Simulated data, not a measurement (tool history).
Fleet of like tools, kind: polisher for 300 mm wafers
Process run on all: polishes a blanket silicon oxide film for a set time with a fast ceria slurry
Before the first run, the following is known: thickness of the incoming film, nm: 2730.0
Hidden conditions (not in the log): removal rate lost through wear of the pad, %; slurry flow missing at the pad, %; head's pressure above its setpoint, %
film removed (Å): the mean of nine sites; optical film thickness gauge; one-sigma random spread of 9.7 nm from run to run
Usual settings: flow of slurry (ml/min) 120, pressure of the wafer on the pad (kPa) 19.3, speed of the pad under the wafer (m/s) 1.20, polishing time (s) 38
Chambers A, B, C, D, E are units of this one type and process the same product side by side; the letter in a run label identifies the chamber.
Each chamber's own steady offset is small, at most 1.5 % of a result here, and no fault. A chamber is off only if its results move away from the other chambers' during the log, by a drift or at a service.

run	hour	flow of slurry (ml/min)	pressure of the wafer on the pad (kPa)	speed of the pad under the wafer (m/s)	polishing time (s)	wafers polished on this pad	hours since the slurry nozzle was cleaned	hours since the head pressure was calibrated	film removed (Å)
1B	3.0	120	19.3	1.20	38	529	251.9	564.3	7428.9
2D	6.9	120	19.3	1.20	38	604	473.9	517.3	7464.0
3E	11.6	120	19.3	1.20	38	496	419.2	990.5	7482.8
# hour 12.7: chamber B: slurry nozzle cleaned
4A	14.9	120	19.3	1.20	38	279	143.5	582.4	7265.1
# hour 15.9: chamber E: worn pad replaced by a new one
5C	19.7	120	19.3	1.20	38	1209	357.4	945.1	7568.4
# hour 21.4: chamber C: worn pad replaced by a new one
6D	22.9	120	19.3	1.20	38	865	489.9	533.3	7651.1
7B	26.0	120	19.3	1.20	38	904	13.4	587.3	7537.4
8C	32.8	120	19.3	1.20	38	186	370.5	958.2	7534.8
9E	38.5	120	19.3	1.20	38	369	446.1	1017.4	7443.3
10A	45.2	120	19.3	1.20	38	772	173.8	612.7	7682.3
11B	48.2	120	19.3	1.20	38	1265	35.6	609.5	7540.4
# hour 48.5: chamber E: worn pad replaced by a new one
# hour 48.7: chamber A: worn pad replaced by a new one
12D	54.7	120	19.3	1.20	38	1383	521.7	565.1	7551.5
13C	58.5	140	13.8	1.20	38	605	396.2	983.9	5479.2
# hour 58.8: chamber B: worn pad replaced by a new one
# hour 59.1: chamber D: worn pad replaced by a new one
14E	61.7	140	13.8	1.20	38	215	469.3	1040.6	5423.2
15A	65.8	140	13.8	1.20	38	279	194.4	633.3	5476.4
# hour 66.1: chamber B: head pressure recalibrated
16E	69.3	140	13.8	1.20	38	339	476.9	1048.2	5374.4
17B	73.4	140	13.8	1.20	38	238	60.8	7.4	5442.6
18C	78.2	120	19.3	1.20	38	926	415.9	1003.6	7573.2
19D	83.6	120	19.3	1.20	38	399	550.6	594.0	7515.0
# hour 84.1: chamber E: worn pad replaced by a new one
# hour 88.4: chamber C: worn pad replaced by a new one
20A	89.1	120	19.3	1.20	38	658	217.7	656.6	7366.7
21E	94.8	120	19.3	1.20	38	174	502.4	1073.7	7042.3
22C	99.0	120	19.3	1.20	38	173	436.7	1024.4	7556.4
# hour 100.2: chamber A: worn pad replaced by a new one
23A	105.7	120	19.3	1.20	38	90	234.3	673.2	7397.7
24D	110.2	120	19.3	1.20	38	832	577.2	620.6	7505.5
25B	115.5	120	19.3	1.20	38	923	102.9	49.5	7512.6
26A	122.0	120	15.9	1.20	38	356	250.6	689.5	6057.7
# hour 122.8: chamber E: worn pad replaced by a new one
27C	125.7	120	15.9	1.20	38	608	463.4	1051.1	6197.4
28D	129.9	120	15.9	1.20	38	1153	596.9	640.3	6166.4
29E	134.9	120	15.9	1.20	38	197	542.5	1113.8	5684.3
30B	139.5	120	15.9	1.20	38	1314	126.9	73.5	6042.5
31C	142.9	120	19.3	1.20	38	888	480.6	1068.3	7537.0
# hour 143.0: chamber B: worn pad replaced by a new one
32B	146.9	120	19.3	1.20	38	64	134.3	80.9	7377.3
33A	152.1	120	19.3	1.20	38	846	280.7	719.6	7772.7
34E	158.5	120	19.3	1.20	38	581	566.1	1137.4	6565.8

Which is it: a chamber that has drifted or been left off by a service, a gauge drift common to all chambers, or only each chamber's usual small offset? If a chamber is off, name it and its likeliest cause.

It is chamber E that slowly wanders off from its peers.
Cause: slurry flow missing at the pad, % = 40.9.
It could be hard to tell apart here from: head's pressure below its setpoint, %.

Below are 4 candidate recipes for chamber E's next run, each the usual settings with a change, their results shown as question marks. Which of them brings E's results back in line with what the other chambers give on the usual settings?
Allowed miss from the other chambers' usual-settings mean, per result, to count as in line: film removed (Å) 340.0
35E-1	163.4	125	19.3	1.20	43				?
35E-2	163.4	120	19.3	1.18	37				?
35E-3	163.4	120	16.5	1.20	38				?
35E-4	163.4	120	20.0	1.22	38				?

Average result of the remaining chambers running the usual settings: film removed (Å) 7499.7
run	film removed (Å)
35E-1	7384.1
35E-2	6161.2
35E-3	5503.3
35E-4	6782.8
35E-1 brings the chamber back in line.
